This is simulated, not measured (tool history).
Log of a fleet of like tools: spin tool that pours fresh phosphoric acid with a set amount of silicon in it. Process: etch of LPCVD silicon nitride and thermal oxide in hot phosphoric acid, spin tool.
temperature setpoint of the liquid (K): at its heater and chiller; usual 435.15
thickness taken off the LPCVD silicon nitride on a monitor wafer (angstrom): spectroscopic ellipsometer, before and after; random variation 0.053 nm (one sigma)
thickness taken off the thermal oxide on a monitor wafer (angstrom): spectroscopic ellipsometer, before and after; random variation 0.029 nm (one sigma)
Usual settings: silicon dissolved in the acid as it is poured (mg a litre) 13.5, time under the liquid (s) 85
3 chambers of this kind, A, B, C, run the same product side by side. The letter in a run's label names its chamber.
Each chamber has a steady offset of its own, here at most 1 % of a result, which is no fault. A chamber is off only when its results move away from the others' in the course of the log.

| run | hour | temperature setpoint of the liquid (K) | silicon dissolved in the acid as it is poured (mg a litre) | time under the liquid (s) | hours since the thermometer was replaced | hours since the dissolved silicon flow meter was replaced | hours since the heated supply line was repaired | read-back film thickness of the LPCVD silicon nitride reference wafer, read on the same gauge (nm) | read-back film thickness of the thermal oxide reference wafer, read on the same gauge (nm) | thickness taken off the LPCVD silicon nitride on a monitor wafer (angstrom) | thickness taken off the thermal oxide on a monitor wafer (angstrom) |
|---|---|---|---|---|---|---|---|---|---|---|---|
| 1C | 9.1 | 435.15 | 13.5 | 85 | 1581.4 | 536.5 | 1077.2 | 130.01 | 60.002 | 75.642 | 2.08700 |
| 2B | 17.0 | 435.15 | 13.5 | 85 | 266.3 | 1334.9 | 651.0 | 130.01 | 60.009 | 75.147 | 1.83160 |
| 3A | 26.4 | 435.15 | 13.5 | 85 | 612.6 | 240.2 | 123.5 | 129.98 | 59.972 | 74.783 | 2.20750 |
| 4B | 32.0 | 435.15 | 13.5 | 85 | 281.3 | 1349.9 | 666.0 | 130.01 | 60.020 | 75.149 | 2.01380 |
| 5A | 40.4 | 435.15 | 13.5 | 85 | 626.6 | 254.2 | 137.5 | 130.00 | 60.023 | 75.903 | 2.52000 |
| 6C | 46.9 | 435.15 | 13.5 | 85 | 1619.2 | 574.3 | 1115.0 | 130.00 | 59.988 | 74.966 | 2.14020 |
|  | 52.3 | chamber A: thermometer replaced |
| 7A | 53.9 | 435.15 | 13.5 | 85 | 1.6 | 267.7 | 151.0 | 129.99 | 60.000 | 75.870 | 2.02610 |
| 8B | 59.6 | 435.15 | 13.5 | 85 | 308.9 | 1377.5 | 693.6 | 129.99 | 60.028 | 75.714 | 2.51810 |
| 9C | 65.4 | 435.15 | 13.5 | 85 | 1637.7 | 592.8 | 1133.5 | 130.00 | 59.997 | 75.757 | 2.01440 |
| 10C | 75.0 | 435.15 | 9.0 | 40 | 1647.3 | 602.4 | 1143.1 | 129.99 | 59.994 | 35.380 | 1.44990 |
| 11A | 80.8 | 435.15 | 9.0 | 40 | 28.5 | 294.6 | 177.9 | 129.99 | 59.961 | 35.687 | 1.10350 |
| 12B | 86.0 | 435.15 | 9.0 | 40 | 335.3 | 1403.9 | 720.0 | 130.02 | 59.972 | 34.960 | 0.98835 |
| 13C | 94.0 | 435.15 | 13.5 | 85 | 1666.3 | 621.4 | 1162.1 | 130.00 | 59.987 | 75.709 | 1.91710 |
| 14B | 98.6 | 435.15 | 13.5 | 120 | 347.9 | 1416.5 | 732.6 | 130.00 | 60.023 | 107.270 | 2.33380 |
|  | 99.6 | chamber B: dissolved silicon flow meter replaced |
| 15A | 106.9 | 435.15 | 13.5 | 120 | 54.6 | 320.7 | 204.0 | 129.99 | 60.041 | 105.040 | 3.31070 |
| 16A | 112.8 | 435.15 | 13.5 | 120 | 60.5 | 326.6 | 209.9 | 129.98 | 59.959 | 107.560 | 2.48320 |
| 17B | 118.3 | 435.15 | 13.5 | 85 | 367.6 | 18.7 | 752.3 | 130.01 | 60.013 | 74.845 | 2.46330 |
| 18C | 123.5 | 435.15 | 13.5 | 85 | 1695.8 | 650.9 | 1191.6 | 130.02 | 60.022 | 74.466 | 1.90650 |
| 19A | 128.2 | 435.15 | 13.5 | 85 | 75.9 | 342.0 | 225.3 | 130.00 | 60.032 | 76.506 | 2.26530 |
| 20C | 132.5 | 435.15 | 13.5 | 85 | 1704.8 | 659.9 | 1200.6 | 130.01 | 60.039 | 75.418 | 2.14720 |
| 21B | 141.3 | 435.15 | 13.5 | 85 | 390.6 | 41.7 | 775.3 | 130.00 | 59.985 | 75.093 | 2.24640 |
| 22A | 147.3 | 435.15 | 24.0 | 85 | 95.0 | 361.1 | 244.4 | 130.02 | 60.031 | 74.805 | 1.64640 |
| 23B | 155.2 | 435.15 | 24.0 | 85 | 404.5 | 55.6 | 789.2 | 129.99 | 59.988 | 76.439 | 1.50620 |
| 24C | 164.6 | 435.15 | 24.0 | 85 | 1736.9 | 692.0 | 1232.7 | 130.02 | 60.036 | 74.469 | 1.67530 |
| 25A | 173.3 | 435.15 | 13.5 | 85 | 121.0 | 387.1 | 270.4 | 129.98 | 59.988 | 75.951 | 2.37010 |
| 26B | 180.2 | 435.15 | 13.5 | 85 | 429.5 | 80.6 | 814.2 | 130.03 | 59.996 | 75.894 | 2.17150 |
| 27C | 186.7 | 433.15 | 13.5 | 120 | 1759.0 | 714.1 | 1254.8 | 130.00 | 60.037 | 98.627 | 2.46160 |
| 28C | 195.0 | 433.15 | 13.5 | 120 | 1767.3 | 722.4 | 1263.1 | 129.98 | 60.065 | 99.101 | 1.92830 |
| 29A | 203.9 | 433.15 | 13.5 | 120 | 151.6 | 417.7 | 301.0 | 130.02 | 59.963 | 99.635 | 2.63190 |
| 30B | 210.1 | 435.15 | 13.5 | 85 | 459.4 | 110.5 | 844.1 | 129.98 | 59.999 | 75.956 | 2.01300 |
|  | 217.1 | chamber C: dissolved silicon flow meter replaced |
| 31C | 218.6 | 435.15 | 13.5 | 85 | 1790.9 | 1.6 | 1286.7 | 130.00 | 60.036 | 75.302 | 1.41940 |
| 32B | 226.2 | 435.15 | 13.5 | 85 | 475.5 | 126.6 | 860.2 | 130.01 | 59.993 | 74.683 | 1.93920 |
| 33A | 231.1 | 435.15 | 13.5 | 85 | 178.8 | 444.9 | 328.2 | 130.00 | 59.989 | 75.216 | 2.08760 |
| 34A | 237.4 | 435.15 | 13.5 | 85 | 185.1 | 451.2 | 334.5 | 129.98 | 60.040 | 75.959 | 2.41240 |
| 35C | 245.3 | 435.15 | 13.5 | 85 | 1817.6 | 28.3 | 1313.4 | 130.00 | 59.967 | 75.796 | 1.99200 |
| 36B | 250.5 | 432.65 | 13.5 | 60 | 499.8 | 150.9 | 884.5 | 130.00 | 59.961 | 49.513 | 1.38420 |
| 37A | 257.1 | 432.65 | 13.5 | 60 | 204.8 | 470.9 | 354.2 | 130.04 | 60.004 | 49.001 | 1.25210 |

All 3 chambers run these settings next. Forecast each chamber's results:
| 38A | 264.2 | 435.15 | 13.5 | 85 |  |  |  |  |  | ? | ? |
| 38B | 264.2 | 435.15 | 13.5 | 85 |  |  |  |  |  | ? | ? |
| 38C | 264.2 | 435.15 | 13.5 | 85 |  |  |  |  |  | ? | ? |

| run | thickness taken off the LPCVD silicon nitride on a monitor wafer (angstrom) | thickness taken off the thermal oxide on a monitor wafer (angstrom) |
|---|---|---|
| 38A | 75.551 | 2.21130 |
| 38B | 74.694 | 1.89040 |
| 38C | 76.484 | 2.70740 |
